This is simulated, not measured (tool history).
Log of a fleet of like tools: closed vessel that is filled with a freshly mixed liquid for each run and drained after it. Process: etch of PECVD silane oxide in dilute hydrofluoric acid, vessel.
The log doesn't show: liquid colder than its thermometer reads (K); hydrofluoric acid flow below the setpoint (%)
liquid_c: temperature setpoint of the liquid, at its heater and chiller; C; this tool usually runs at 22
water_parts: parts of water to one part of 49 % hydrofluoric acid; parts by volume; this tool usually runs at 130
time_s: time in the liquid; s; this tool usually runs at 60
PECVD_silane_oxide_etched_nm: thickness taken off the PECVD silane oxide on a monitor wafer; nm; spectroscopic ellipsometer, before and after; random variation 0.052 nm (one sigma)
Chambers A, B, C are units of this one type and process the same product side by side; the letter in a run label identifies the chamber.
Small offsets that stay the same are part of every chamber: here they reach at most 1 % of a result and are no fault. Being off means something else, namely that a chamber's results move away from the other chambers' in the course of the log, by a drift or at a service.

| run | hour | liquid_c | water_parts | time_s | hours since the thermometer was replaced | hours since the hydrofluoric acid flow meter was replaced | read-back film thickness of the PECVD silane oxide reference wafer, read on the same gauge (nm) | PECVD_silane_oxide_etched_nm |
|---|---|---|---|---|---|---|---|---|
| 1C | 9.3 | 22 | 130 | 60 | 123.5 | 575.8 | 50.042 | 7.9514 |
| 2B | 18.3 | 22 | 130 | 60 | 1795.7 | 60.9 | 49.98 | 7.9272 |
| 3A | 28.2 | 22 | 130 | 60 | 829.3 | 326.9 | 49.978 | 7.801 |
| 4C | 33.3 | 22 | 130 | 60 | 147.5 | 599.8 | 50.037 | 7.8414 |
| 5A | 37.9 | 22 | 130 | 80 | 839 | 336.6 | 49.995 | 10.515 |
| 6B | 43.9 | 22 | 130 | 80 | 1821.3 | 86.5 | 50.001 | 10.475 |
| 7C | 51.7 | 22 | 130 | 80 | 165.9 | 618.2 | 49.983 | 10.584 |
| 8B | 60.7 | 22 | 130 | 60 | 1838.1 | 103.3 | 50.034 | 8.0141 |
| 9A | 66 | 22 | 130 | 60 | 867.1 | 364.7 | 50.033 | 7.8565 |
| 10A | 73.5 | 22 | 130 | 60 | 874.6 | 372.2 | 49.982 | 7.7869 |
| 11C | 80.7 | 25 | 130 | 30 | 194.9 | 647.2 | 50.015 | 4.4475 |
| 12B | 85.8 | 25 | 130 | 30 | 1863.2 | 128.4 | 50.034 | 4.4386 |
| 13C | 91.1 | 25 | 130 | 30 | 205.3 | 657.6 | 49.992 | 4.4598 |
| 14B | 99.7 | 22 | 130 | 60 | 1877.1 | 142.3 | 49.986 | 7.9944 |
| 15A | 105.6 | 22 | 165 | 60 | 906.7 | 404.3 | 49.985 | 5.877 |
| 16C | 113.8 | 22 | 165 | 60 | 228 | 680.3 | 50.052 | 6.0017 |
| 17A | 118.6 | 22 | 165 | 60 | 919.7 | 417.3 | 49.974 | 5.8733 |
| 18B | 126.1 | 22 | 130 | 60 | 1903.5 | 168.7 | 50.029 | 7.9085 |
| 19B | 132.4 | 22 | 130 | 60 | 1909.8 | 175 | 50.01 | 7.7995 |
|  | 135.3 | chamber A: thermometer replaced |
| 20C | 136.9 | 22 | 130 | 60 | 251.1 | 703.4 | 49.982 | 7.9628 |
| 21A | 146.5 | 19 | 130 | 95 | 11.3 | 445.2 | 49.999 | 10.968 |
| 22B | 154.1 | 19 | 130 | 95 | 1931.5 | 196.7 | 50.001 | 10.936 |
| 23C | 159.1 | 19 | 130 | 95 | 273.3 | 725.6 | 50.033 | 11.128 |
| 24A | 167.8 | 22 | 130 | 60 | 32.6 | 466.5 | 49.957 | 7.8428 |
| 25C | 174.6 | 22 | 130 | 60 | 288.8 | 741.1 | 50.008 | 7.9147 |
| 26B | 181.1 | 22 | 130 | 60 | 1958.5 | 223.7 | 49.981 | 7.752 |
| 27A | 186.2 | 22 | 130 | 60 | 51 | 484.9 | 49.989 | 7.8368 |
| 28B | 193.2 | 22 | 130 | 60 | 1970.6 | 235.8 | 49.996 | 7.6506 |
| 29C | 198 | 22 | 130 | 60 | 312.2 | 764.5 | 49.998 | 8.0111 |
| 30A | 204.2 | 22 | 130 | 60 | 69 | 502.9 | 50.011 | 7.8238 |
| 31C | 210.9 | 25 | 130 | 60 | 325.1 | 777.4 | 49.968 | 8.8885 |
| 32B | 219.9 | 25 | 130 | 60 | 1997.3 | 262.5 | 50 | 8.5811 |
| 33A | 226.3 | 25 | 130 | 60 | 91.1 | 525 | 50.002 | 8.8074 |
| 34C | 231.9 | 22 | 130 | 60 | 346.1 | 798.4 | 50.006 | 7.8992 |
| 35B | 241.2 | 22 | 130 | 60 | 2018.6 | 283.8 | 49.969 | 7.6235 |
| 36A | 248.5 | 22 | 130 | 60 | 113.3 | 547.2 | 49.992 | 7.8057 |
| 37A | 253.9 | 22 | 130 | 60 | 118.7 | 552.6 | 50.005 | 7.7953 |
| 38B | 259.9 | 22 | 130 | 60 | 2037.3 | 302.5 | 49.99 | 7.4906 |
| 39C | 265.1 | 22 | 130 | 60 | 379.3 | 831.6 | 50.016 | 7.922 |
| 40C | 272.4 | 22 | 130 | 75 | 386.6 | 838.9 | 50.002 | 9.9338 |
| 41B | 279.1 | 22 | 130 | 75 | 2056.5 | 321.7 | 49.963 | 9.4131 |
| 42A | 286.2 | 22 | 130 | 75 | 151 | 584.9 | 50.049 | 9.7376 |

For the next run the whole fleet of 3 chambers uses the same settings. Give each chamber's results:
| 43A | 293.3 | 22 | 130 | 60 |  |  |  | ? |
| 43B | 293.3 | 22 | 130 | 60 |  |  |  | ? |
| 43C | 293.3 | 22 | 130 | 60 |  |  |  | ? |

| run | PECVD_silane_oxide_etched_nm |
|---|---|
| 43A | 7.7986 |
| 43B | 7.4003 |
| 43C | 7.9915 |
